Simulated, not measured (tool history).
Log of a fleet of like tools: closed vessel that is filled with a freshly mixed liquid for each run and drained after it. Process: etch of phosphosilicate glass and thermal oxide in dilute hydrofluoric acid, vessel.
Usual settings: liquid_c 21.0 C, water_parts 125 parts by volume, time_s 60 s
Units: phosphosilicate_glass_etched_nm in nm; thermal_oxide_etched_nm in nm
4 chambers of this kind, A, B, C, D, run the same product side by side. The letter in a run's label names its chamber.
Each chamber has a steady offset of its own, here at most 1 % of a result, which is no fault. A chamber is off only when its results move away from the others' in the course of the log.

run,hour,liquid_c,water_parts,time_s,hours since the thermometer was replaced,hours since the hydrofluoric acid flow meter was replaced,"read-back film thickness of the phosphosilicate glass reference wafer, read on the same gauge (nm)","read-back film thickness of the thermal oxide reference wafer, read on the same gauge (nm)",phosphosilicate_glass_etched_nm,thermal_oxide_etched_nm
1A,3.9,21.0,125,60,19.7,1153.2,40.022,119.98,46.164,1.9824
2B,8.2,21.0,125,60,17.9,463.7,40.000,120.01,46.186,1.9843
3C,13.1,21.0,125,60,108.9,2304.5,40.049,120.02,46.398,1.9552
4D,17.6,21.0,125,60,1219.9,919.4,40.001,119.99,45.955,2.0022
5B,24.6,21.0,125,60,34.3,480.1,40.010,119.98,46.382,1.9742
6C,29.6,21.0,125,45,125.4,2321.0,39.985,120.01,35.189,1.5178
7A,34.1,21.0,125,45,49.9,1183.4,40.023,119.99,34.140,1.5093
8D,38.2,21.0,125,45,1240.5,940.0,39.974,120.00,34.816,1.4696
9D,44.4,21.0,125,45,1246.7,946.2,40.003,120.01,34.660,1.4974
10B,48.7,21.0,125,60,58.4,504.2,39.990,120.02,46.540,1.9417
11C,52.2,21.0,125,60,148.0,2343.6,39.988,120.00,46.414,1.9410
12A,58.0,21.0,125,60,73.8,1207.3,39.970,119.98,45.944,2.0150
13B,64.4,21.0,125,60,74.1,519.9,39.957,119.99,46.688,1.9774
14D,71.2,25.5,125,35,1273.5,973.0,40.009,120.00,32.299,1.3577
15C,77.3,25.5,125,35,173.1,2368.7,39.990,120.01,32.143,1.3482
# hour 78.0: chamber C: hydrofluoric acid flow meter replaced
16A,81.3,25.5,125,35,97.1,1230.6,39.997,120.01,31.894,1.3822
17A,86.8,25.5,125,35,102.6,1236.1,40.026,120.00,31.917,1.3690
18C,93.6,21.0,125,60,189.4,15.7,40.021,119.99,46.375,1.9270
19B,97.6,21.0,125,60,107.3,553.1,39.984,120.02,46.021,1.9933
20D,101.7,21.0,125,60,1304.0,1003.5,40.025,120.00,46.125,1.9521
21C,104.7,21.0,125,60,200.5,26.8,39.966,119.97,46.034,1.9398
22D,110.0,21.0,125,60,1312.3,1011.8,40.050,120.00,46.237,1.9975
23B,113.4,21.0,125,60,123.1,568.9,40.026,119.99,45.988,1.9773
24A,120.0,21.0,125,60,135.8,1269.3,39.961,120.01,45.560,1.9667
25A,125.3,21.0,125,60,141.1,1274.6,39.991,120.01,45.702,1.9865
26C,131.2,21.0,125,60,227.0,53.3,39.992,120.00,46.573,1.9596
27D,137.8,21.0,125,60,1340.1,1039.6,39.998,120.01,46.542,1.9683
28B,143.6,21.0,125,60,153.3,599.1,40.021,119.99,46.652,1.9408
29B,148.9,21.0,125,60,158.6,604.4,39.973,120.01,46.444,1.9688
30D,152.7,21.0,125,60,1355.0,1054.5,40.032,119.99,46.176,1.9749
31C,156.1,22.5,125,60,251.9,78.2,39.995,119.98,49.201,2.1254
32A,162.6,22.5,125,60,178.4,1311.9,39.982,120.02,48.613,2.0246
33D,168.2,22.5,125,60,1370.5,1070.0,40.019,119.99,49.339,2.1100
34B,174.9,22.5,125,60,184.6,630.4,40.007,120.00,49.503,2.0969
35A,179.7,21.0,125,60,195.5,1329.0,40.004,120.01,45.882,1.9712
36C,184.0,23.0,80,60,279.8,106.1,39.999,119.99,82.070,3.4535
37B,188.4,23.0,80,60,198.1,643.9,40.021,120.00,82.148,3.4399
38C,194.0,23.0,80,60,289.8,116.1,40.041,119.99,81.772,3.5225
39D,198.5,23.0,80,60,1400.8,1100.3,39.967,119.99,82.870,3.6082
40A,202.6,21.0,125,60,218.4,1351.9,40.011,119.99,45.901,1.9699
41A,205.8,21.0,125,60,221.6,1355.1,40.016,120.01,45.597,2.0019
42C,211.3,21.0,125,60,307.1,133.4,39.952,120.01,46.898,1.8771

Is one chamber off against the others, does the gauge drift, or is nothing wrong? If a chamber is off, say which, and what the likeliest cause is.

No chamber stands off beyond its own small offset, and the gauge holds steady.

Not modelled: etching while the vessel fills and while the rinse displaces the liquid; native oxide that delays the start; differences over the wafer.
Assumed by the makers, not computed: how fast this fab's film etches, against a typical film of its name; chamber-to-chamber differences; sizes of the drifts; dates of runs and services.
